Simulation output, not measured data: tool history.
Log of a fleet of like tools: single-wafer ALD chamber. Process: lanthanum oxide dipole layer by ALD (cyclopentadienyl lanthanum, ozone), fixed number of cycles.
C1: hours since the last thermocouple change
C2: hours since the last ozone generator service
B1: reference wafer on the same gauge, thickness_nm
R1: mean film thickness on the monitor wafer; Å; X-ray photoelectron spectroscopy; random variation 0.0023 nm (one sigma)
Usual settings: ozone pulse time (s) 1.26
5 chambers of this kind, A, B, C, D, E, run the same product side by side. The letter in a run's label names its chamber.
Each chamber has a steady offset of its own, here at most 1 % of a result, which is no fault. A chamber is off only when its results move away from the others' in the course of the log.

Run 1A, hour 9.9: usual settings; C1 363.1; C2 28.5; B1 0.57979. Result: R1 5.3666 Å.
Run 2E, hour 16.3: usual settings; C1 19.1; C2 40.9; B1 0.58027. Result: R1 5.329 Å.
Run 3B, hour 22.9: usual settings; C1 1166; C2 379.7; B1 0.57986. Result: R1 5.2822 Å.
Run 4D, hour 28.9: usual settings; C1 1126; C2 1350.2; B1 0.58017. Result: R1 5.3634 Å.
Run 5C, hour 35.2: usual settings; C1 716.8; C2 318.7; B1 0.58008. Result: R1 5.3467 Å.
Run 6A, hour 39.4: usual settings; C1 392.6; C2 58; B1 0.57981. Result: R1 5.3401 Å.
Run 7E, hour 44.5: usual settings but ozone pulse time (s) 0.93; C1 47.3; C2 69.1; B1 0.57998. Result: R1 4.8594 Å.
Run 8B, hour 52.1: usual settings but ozone pulse time (s) 0.93; C1 1195.2; C2 408.9; B1 0.57951. Result: R1 4.8856 Å.
Run 9D, hour 61.6: usual settings but ozone pulse time (s) 0.93; C1 1158.7; C2 1382.9; B1 0.5795. Result: R1 4.8789 Å.
Run 10C, hour 71.2: usual settings but ozone pulse time (s) 0.93; C1 752.8; C2 354.7; B1 0.57976. Result: R1 4.8467 Å.
Run 11C, hour 79.2: usual settings but ozone pulse time (s) 0.93; C1 760.8; C2 362.7; B1 0.58011. Result: R1 4.8565 Å.
Run 12A, hour 85.9: usual settings; C1 439.1; C2 104.5; B1 0.58037. Result: R1 5.3474 Å.
Run 13E, hour 95.9: usual settings; C1 98.7; C2 120.5; B1 0.57973. Result: R1 5.2971 Å.
Run 14D, hour 105: usual settings; C1 1202.1; C2 1426.3; B1 0.57996. Result: R1 5.3335 Å.
Run 15B, hour 112.5: usual settings; C1 1255.6; C2 469.3; B1 0.57953. Result: R1 5.2994 Å.
Run 16A, hour 117.7: usual settings; C1 470.9; C2 136.3; B1 0.57978. Result: R1 5.3217 Å.
Run 17C, hour 122.6: usual settings; C1 804.2; C2 406.1; B1 0.57939. Result: R1 5.2824 Å.
Run 18E, hour 132.4: usual settings; C1 135.2; C2 157; B1 0.57996. Result: R1 5.2957 Å.
Run 19D, hour 138.8: usual settings; C1 1235.9; C2 1460.1; B1 0.58088. Result: R1 5.3394 Å.
Run 20B, hour 145: usual settings; C1 1288.1; C2 501.8; B1 0.57959. Result: R1 5.2737 Å.
Run 21B, hour 152.5: usual settings but ozone pulse time (s) 1.57; C1 1295.6; C2 509.3; B1 0.57973. Result: R1 5.5037 Å.
Run 22E, hour 161: usual settings but ozone pulse time (s) 1.57; C1 163.8; C2 185.6; B1 0.58018. Result: R1 5.5051 Å.
Run 23C, hour 165.6: usual settings but ozone pulse time (s) 1.57; C1 847.2; C2 449.1; B1 0.57927. Result: R1 5.4914 Å.
At hour 171.2: chamber D: ozone generator serviced.
Run 24D, hour 172.5: usual settings but ozone pulse time (s) 1.57; C1 1269.6; C2 1.4; B1 0.58024. Result: R1 5.5649 Å.
Run 25A, hour 177.6: usual settings but ozone pulse time (s) 1.57; C1 530.8; C2 196.2; B1 0.5804. Result: R1 5.5497 Å.
Run 26D, hour 182.3: usual settings; C1 1279.4; C2 11.2; B1 0.58002. Result: R1 5.3272 Å.
Run 27E, hour 190.1: usual settings but ozone pulse time (s) 0.98; C1 192.9; C2 214.7; B1 0.58007. Result: R1 4.956 Å.
Run 28B, hour 195.2: usual settings but ozone pulse time (s) 0.98; C1 1338.3; C2 552; B1 0.57939. Result: R1 4.9652 Å.
Run 29C, hour 202.8: usual settings but ozone pulse time (s) 0.98; C1 884.4; C2 486.3; B1 0.5805. Result: R1 4.8465 Å.
Run 30A, hour 211.3: usual settings but ozone pulse time (s) 0.98; C1 564.5; C2 229.9; B1 0.57986. Result: R1 4.9987 Å.
Run 31D, hour 218.6: usual settings but ozone pulse time (s) 0.98; C1 1315.7; C2 47.5; B1 0.58013. Result: R1 5.0099 Å.
Run 32A, hour 227.8: usual settings; C1 581; C2 246.4; B1 0.57987. Result: R1 5.3047 Å.
Run 33E, hour 233.7: usual settings; C1 236.5; C2 258.3; B1 0.57973. Result: R1 5.2801 Å.
Run 34C, hour 241.9: usual settings; C1 923.5; C2 525.4; B1 0.58061. Result: R1 5.1307 Å.
Run 35B, hour 250.4: usual settings; C1 1393.5; C2 607.2; B1 0.58031. Result: R1 5.2784 Å.
Run 36A, hour 258.3: usual settings; C1 611.5; C2 276.9; B1 0.57976. Result: R1 5.3538 Å.
Run 37E, hour 265.2: usual settings; C1 268; C2 289.8; B1 0.58054. Result: R1 5.2888 Å.
Run 38B, hour 272.5: usual settings; C1 1415.6; C2 629.3; B1 0.58027. Result: R1 5.2843 Å.
Run 39C, hour 280.5: usual settings; C1 962.1; C2 564; B1 0.58031. Result: R1 5.1093 Å.

All 5 chambers run these settings next. Forecast each chamber's results:
Run 40A, hour 287.6: usual settings. Result: R1 ?.
Run 40B, hour 287.6: usual settings. Result: R1 ?.
Run 40C, hour 287.6: usual settings. Result: R1 ?.
Run 40D, hour 287.6: usual settings. Result: R1 ?.
Run 40E, hour 287.6: usual settings. Result: R1 ?.

run      R1
40A  5.3316
40B  5.2852
40C  5.0813
40D  5.3235
40E  5.2694
